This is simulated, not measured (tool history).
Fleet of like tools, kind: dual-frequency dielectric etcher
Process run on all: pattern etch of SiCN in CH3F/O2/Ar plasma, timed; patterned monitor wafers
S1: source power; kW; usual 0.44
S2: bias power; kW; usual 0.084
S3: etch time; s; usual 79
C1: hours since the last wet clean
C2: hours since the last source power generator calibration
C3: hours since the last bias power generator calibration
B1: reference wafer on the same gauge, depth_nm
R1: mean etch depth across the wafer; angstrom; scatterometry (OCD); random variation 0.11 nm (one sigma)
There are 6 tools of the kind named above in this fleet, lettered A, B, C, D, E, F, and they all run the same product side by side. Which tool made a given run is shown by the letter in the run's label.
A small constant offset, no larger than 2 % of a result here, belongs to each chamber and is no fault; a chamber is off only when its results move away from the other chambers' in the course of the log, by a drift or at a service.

At hour 8.5: chamber D: wet clean of the chamber.
Run 1C, hour 8.7: usual settings; C1 389.5; C2 1875.9; C3 1541.4; B1 33.293. Result: R1 319.96 angstrom.
Run 2B, hour 18.1: usual settings; C1 512.7; C2 1287.5; C3 3084.1; B1 33.284. Result: R1 329.67 angstrom.
At hour 29.3: chamber F: wet clean of the chamber.
Run 3A, hour 30.4: usual settings; C1 191.3; C2 1994; C3 3726.6; B1 33.284. Result: R1 324.99 angstrom.
Run 4F, hour 38.9: usual settings; C1 9.7; C2 68.5; C3 2282.3; B1 33.316. Result: R1 323.99 angstrom.
Run 5E, hour 49.5: usual settings; C1 278.1; C2 788.9; C3 791.8; B1 33.314. Result: R1 322.76 angstrom.
Run 6D, hour 56.4: usual settings; C1 47.9; C2 166.5; C3 612; B1 33.311. Result: R1 325.88 angstrom.
Run 7D, hour 65.3: usual settings; C1 56.8; C2 175.4; C3 620.9; B1 33.278. Result: R1 324.1 angstrom.
Run 8E, hour 75: usual settings; C1 303.6; C2 814.4; C3 817.3; B1 33.323. Result: R1 322.3 angstrom.
Run 9B, hour 83: usual settings but S2 0.064 kW; C1 577.6; C2 1352.4; C3 3149; B1 33.325. Result: R1 297.79 angstrom.
Run 10F, hour 93.6: usual settings but S2 0.064 kW; C1 64.4; C2 123.2; C3 2337; B1 33.299. Result: R1 293.56 angstrom.
Run 11A, hour 105.5: usual settings but S2 0.064 kW; C1 266.4; C2 2069.1; C3 3801.7; B1 33.29. Result: R1 296.19 angstrom.
At hour 109.9: chamber A: bias power generator calibrated.
Run 12C, hour 114.4: usual settings but S2 0.064 kW; C1 495.2; C2 1981.6; C3 1647.1; B1 33.265. Result: R1 289.69 angstrom.
Run 13A, hour 120.9: usual settings but S2 0.064 kW; C1 281.8; C2 2084.5; C3 11.1; B1 33.323. Result: R1 292.97 angstrom.
Run 14E, hour 128.5: usual settings but S2 0.064 kW; C1 357.1; C2 867.9; C3 870.8; B1 33.317. Result: R1 292.23 angstrom.
At hour 133.9: chamber B: wet clean of the chamber.
Run 15F, hour 138: usual settings; C1 108.8; C2 167.6; C3 2381.4; B1 33.295. Result: R1 323.37 angstrom.
Run 16D, hour 145.3: usual settings; C1 136.8; C2 255.4; C3 700.9; B1 33.309. Result: R1 324.04 angstrom.
Run 17B, hour 157.2: usual settings; C1 23.4; C2 1426.6; C3 3223.2; B1 33.29. Result: R1 329.83 angstrom.
Run 18C, hour 166.1: usual settings but S2 0.066 kW, S3 98 s; C1 546.9; C2 2033.3; C3 1698.8; B1 33.319. Result: R1 366.31 angstrom.
Run 19D, hour 177.4: usual settings but S2 0.066 kW, S3 98 s; C1 168.9; C2 287.5; C3 733; B1 33.332. Result: R1 369.8 angstrom.
Run 20A, hour 187.6: usual settings but S2 0.066 kW, S3 98 s; C1 348.5; C2 2151.2; C3 77.8; B1 33.286. Result: R1 370.4 angstrom.
Run 21E, hour 195.3: usual settings but S2 0.066 kW, S3 98 s; C1 423.9; C2 934.7; C3 937.6; B1 33.304. Result: R1 372.46 angstrom.
At hour 204.9: chamber C: wet clean of the chamber.
Run 22B, hour 205.3: usual settings but S2 0.066 kW, S3 98 s; C1 71.5; C2 1474.7; C3 3271.3; B1 33.303. Result: R1 373.82 angstrom.
Run 23C, hour 211.3: usual settings but S2 0.066 kW, S3 98 s; C1 6.5; C2 2078.5; C3 1744; B1 33.307. Result: R1 362.51 angstrom.
Run 24F, hour 220.2: usual settings; C1 191; C2 249.8; C3 2463.6; B1 33.306. Result: R1 322.81 angstrom.
Run 25B, hour 232.8: usual settings but S1 0.38 kW; C1 99; C2 1502.2; C3 3298.8; B1 33.327. Result: R1 311.24 angstrom.
Run 26C, hour 244.7: usual settings but S1 0.38 kW; C1 39.9; C2 2111.9; C3 1777.4; B1 33.301. Result: R1 303.28 angstrom.
Run 27F, hour 253.5: usual settings but S1 0.38 kW; C1 224.3; C2 283.1; C3 2496.9; B1 33.308. Result: R1 307.21 angstrom.
Run 28A, hour 265: usual settings but S1 0.38 kW; C1 425.9; C2 2228.6; C3 155.2; B1 33.292. Result: R1 305.56 angstrom.
Run 29D, hour 275.8: usual settings but S1 0.38 kW; C1 267.3; C2 385.9; C3 831.4; B1 33.305. Result: R1 308.69 angstrom.
Run 30E, hour 285.9: usual settings but S1 0.38 kW; C1 514.5; C2 1025.3; C3 1028.2; B1 33.312. Result: R1 312.99 angstrom.
Run 31C, hour 291.4: usual settings; C1 86.6; C2 2158.6; C3 1824.1; B1 33.337. Result: R1 318.48 angstrom.
Run 32B, hour 298.3: usual settings; C1 164.5; C2 1567.7; C3 3364.3; B1 33.289. Result: R1 328.94 angstrom.
Run 33E, hour 309.9: usual settings; C1 538.5; C2 1049.3; C3 1052.2; B1 33.291. Result: R1 333.12 angstrom.
Run 34D, hour 319.5: usual settings; C1 311; C2 429.6; C3 875.1; B1 33.319. Result: R1 325.92 angstrom.
At hour 324.1: chamber A: wet clean of the chamber.
Run 35F, hour 328.3: usual settings; C1 299.1; C2 357.9; C3 2571.7; B1 33.335. Result: R1 322.15 angstrom.
Run 36A, hour 338.7: usual settings; C1 14.6; C2 2302.3; C3 228.9; B1 33.296. Result: R1 321.77 angstrom.
Run 37D, hour 351.2: usual settings; C1 342.7; C2 461.3; C3 906.8; B1 33.319. Result: R1 325.62 angstrom.
Run 38B, hour 361.7: usual settings; C1 227.9; C2 1631.1; C3 3427.7; B1 33.305. Result: R1 328.63 angstrom.
At hour 364.2: chamber F: wet clean of the chamber.
Run 39C, hour 368.2: usual settings; C1 163.4; C2 2235.4; C3 1900.9; B1 33.289. Result: R1 320.2 angstrom.
Run 40A, hour 380.5: usual settings; C1 56.4; C2 2344.1; C3 270.7; B1 33.292. Result: R1 326.02 angstrom.
Run 41E, hour 389.3: usual settings; C1 617.9; C2 1128.7; C3 1131.6; B1 33.303. Result: R1 334.67 angstrom.
Run 42F, hour 399.5: usual settings; C1 35.3; C2 429.1; C3 2642.9; B1 33.315. Result: R1 321.68 angstrom.
Run 43A, hour 406.4: usual settings; C1 82.3; C2 2370; C3 296.6; B1 33.321. Result: R1 325.2 angstrom.

Each of the 6 chambers runs these same settings next. Fill in every chamber's results:
Run 44A, hour 415.4: usual settings but S1 0.41 kW. Result: R1 ?.
Run 44B, hour 415.4: usual settings but S1 0.41 kW. Result: R1 ?.
Run 44C, hour 415.4: usual settings but S1 0.41 kW. Result: R1 ?.
Run 44D, hour 415.4: usual settings but S1 0.41 kW. Result: R1 ?.
Run 44E, hour 415.4: usual settings but S1 0.41 kW. Result: R1 ?.
Run 44F, hour 415.4: usual settings but S1 0.41 kW. Result: R1 ?.

run      R1
44A  315.84
44B  320.97
44C  310.12
44D  315.06
44E  328.66
44F  313.97

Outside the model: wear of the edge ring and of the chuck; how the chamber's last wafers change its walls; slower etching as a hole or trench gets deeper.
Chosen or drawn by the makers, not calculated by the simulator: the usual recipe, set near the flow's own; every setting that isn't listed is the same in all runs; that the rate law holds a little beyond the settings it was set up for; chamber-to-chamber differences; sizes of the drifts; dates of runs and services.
